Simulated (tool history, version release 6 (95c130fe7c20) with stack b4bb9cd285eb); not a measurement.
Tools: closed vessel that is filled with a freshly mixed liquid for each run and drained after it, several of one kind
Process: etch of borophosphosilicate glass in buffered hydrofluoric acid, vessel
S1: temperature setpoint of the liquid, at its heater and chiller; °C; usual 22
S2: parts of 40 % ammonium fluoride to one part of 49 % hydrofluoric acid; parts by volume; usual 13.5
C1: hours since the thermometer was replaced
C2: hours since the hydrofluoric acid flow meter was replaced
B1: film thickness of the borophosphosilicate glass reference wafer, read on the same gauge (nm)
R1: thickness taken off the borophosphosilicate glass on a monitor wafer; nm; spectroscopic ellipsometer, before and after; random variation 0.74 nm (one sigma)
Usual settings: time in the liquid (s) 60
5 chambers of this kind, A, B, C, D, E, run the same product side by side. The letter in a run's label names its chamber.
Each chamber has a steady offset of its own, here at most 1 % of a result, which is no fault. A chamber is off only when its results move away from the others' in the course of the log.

run 1A day=0.55 | S1=22 S2=13.5 time_in_the_liquid_(s)=60 | C1=100.7 C2=213.4 | B1=50.016 | R1=82.556
run 2C day=0.904 | S1=22 S2=13.5 time_in_the_liquid_(s)=60 | C1=914.9 C2=325.4 | B1=49.993 | R1=84.114
run 3B day=1.508 | S1=22 S2=13.5 time_in_the_liquid_(s)=60 | C1=206.7 C2=1170.1 | B1=49.998 | R1=83.098
run 4D day=2.092 | S1=22 S2=13.5 time_in_the_liquid_(s)=60 | C1=878.6 C2=232.9 | B1=49.988 | R1=83.533
run 5E day=2.717 | S1=22 S2=13.5 time_in_the_liquid_(s)=60 | C1=499.9 C2=470.7 | B1=49.994 | R1=82.946
run 6E day=3.204 | S1=22 S2=18.5 time_in_the_liquid_(s)=60 | C1=511.6 C2=482.4 | B1=49.996 | R1=60.739
run 7B day=3.721 | S1=22 S2=18.5 time_in_the_liquid_(s)=60 | C1=259.8 C2=1223.2 | B1=49.991 | R1=60.989
run 8C day=4.346 | S1=22 S2=18.5 time_in_the_liquid_(s)=60 | C1=997.5 C2=408 | B1=50.017 | R1=60.58
run 9D day=4.662 | S1=22 S2=18.5 time_in_the_liquid_(s)=60 | C1=940.3 C2=294.6 | B1=50.02 | R1=61.372
run 10A day=5.167 | S1=22 S2=18.5 time_in_the_liquid_(s)=60 | C1=211.5 C2=324.2 | B1=50.017 | R1=60.413
run 11E day=5.621 | S1=22 S2=13.5 time_in_the_liquid_(s)=60 | C1=569.6 C2=540.4 | B1=50.005 | R1=82.407
run 12A day=6.062 | S1=22 S2=13.5 time_in_the_liquid_(s)=60 | C1=233 C2=345.7 | B1=50.022 | R1=83.306
run 13C day=6.642 | S1=22 S2=13.5 time_in_the_liquid_(s)=60 | C1=1052.6 C2=463.1 | B1=50.013 | R1=82.364
run 14B day=7.204 | S1=22 S2=13.5 time_in_the_liquid_(s)=60 | C1=343.4 C2=1306.8 | B1=50.002 | R1=83.042
run 15D day=7.662 | S1=22 S2=8.5 time_in_the_liquid_(s)=85 | C1=1012.3 C2=366.6 | B1=49.988 | R1=182.66
run 16A day=8.271 | S1=22 S2=8.5 time_in_the_liquid_(s)=85 | C1=286 C2=398.7 | B1=49.978 | R1=183.04
run 17D day=8.592 | S1=22 S2=8.5 time_in_the_liquid_(s)=85 | C1=1034.6 C2=388.9 | B1=49.996 | R1=182.63
run 18E day=8.9 | S1=22 S2=8.5 time_in_the_liquid_(s)=85 | C1=648.3 C2=619.1 | B1=50.026 | R1=182.62
run 19C day=9.538 | S1=22 S2=8.5 time_in_the_liquid_(s)=85 | C1=1122.1 C2=532.6 | B1=49.996 | R1=180.55
run 20B day=9.954 | S1=22 S2=13.5 time_in_the_liquid_(s)=60 | C1=409.4 C2=1372.8 | B1=50 | R1=82.809
run 21C day=10.508 | S1=22 S2=13.5 time_in_the_liquid_(s)=50 | C1=1145.4 C2=555.9 | B1=49.968 | R1=68.62
run 22D day=10.946 | S1=22 S2=13.5 time_in_the_liquid_(s)=50 | C1=1091.1 C2=445.4 | B1=49.972 | R1=68.702
run 23A day=11.25 | S1=22 S2=13.5 time_in_the_liquid_(s)=50 | C1=357.5 C2=470.2 | B1=49.994 | R1=69.874
run 24B day=11.583 | S1=22 S2=13.5 time_in_the_liquid_(s)=50 | C1=448.5 C2=1411.9 | B1=50.021 | R1=67.21
run 25E day=12 | S1=22 S2=13.5 time_in_the_liquid_(s)=50 | C1=722.7 C2=693.5 | B1=49.999 | R1=69.645
run 26E day=12.496 | S1=22 S2=13.5 time_in_the_liquid_(s)=60 | C1=734.6 C2=705.4 | B1=50.008 | R1=82.816
run 27C day=13.062 | S1=22 S2=13.5 time_in_the_liquid_(s)=60 | C1=1206.7 C2=617.2 | B1=50.012 | R1=84.072
run 28B day=13.662 | S1=22 S2=13.5 time_in_the_liquid_(s)=60 | C1=498.4 C2=1461.8 | B1=50.01 | R1=83.62
run 29D day=14.071 | S1=22 S2=13.5 time_in_the_liquid_(s)=60 | C1=1166.1 C2=520.4 | B1=49.995 | R1=83.334
run 30A day=14.671 | S1=22 S2=13.5 time_in_the_liquid_(s)=60 | C1=439.6 C2=552.3 | B1=50.002 | R1=87.575
run 31B day=15.179 | S1=22 S2=13.5 time_in_the_liquid_(s)=60 | C1=534.8 C2=1498.2 | B1=50.014 | R1=83.012

All 5 chambers run these settings next. Forecast each chamber's results:
run 32A day=15.638 | S1=22 S2=13.5 time_in_the_liquid_(s)=60 | R1=?
run 32B day=15.638 | S1=22 S2=13.5 time_in_the_liquid_(s)=60 | R1=?
run 32C day=15.638 | S1=22 S2=13.5 time_in_the_liquid_(s)=60 | R1=?
run 32D day=15.638 | S1=22 S2=13.5 time_in_the_liquid_(s)=60 | R1=?
run 32E day=15.638 | S1=22 S2=13.5 time_in_the_liquid_(s)=60 | R1=?

run=32A R1=86.964
run=32B R1=83.041
run=32C R1=82.143
run=32D R1=83.544
run=32E R1=84.249

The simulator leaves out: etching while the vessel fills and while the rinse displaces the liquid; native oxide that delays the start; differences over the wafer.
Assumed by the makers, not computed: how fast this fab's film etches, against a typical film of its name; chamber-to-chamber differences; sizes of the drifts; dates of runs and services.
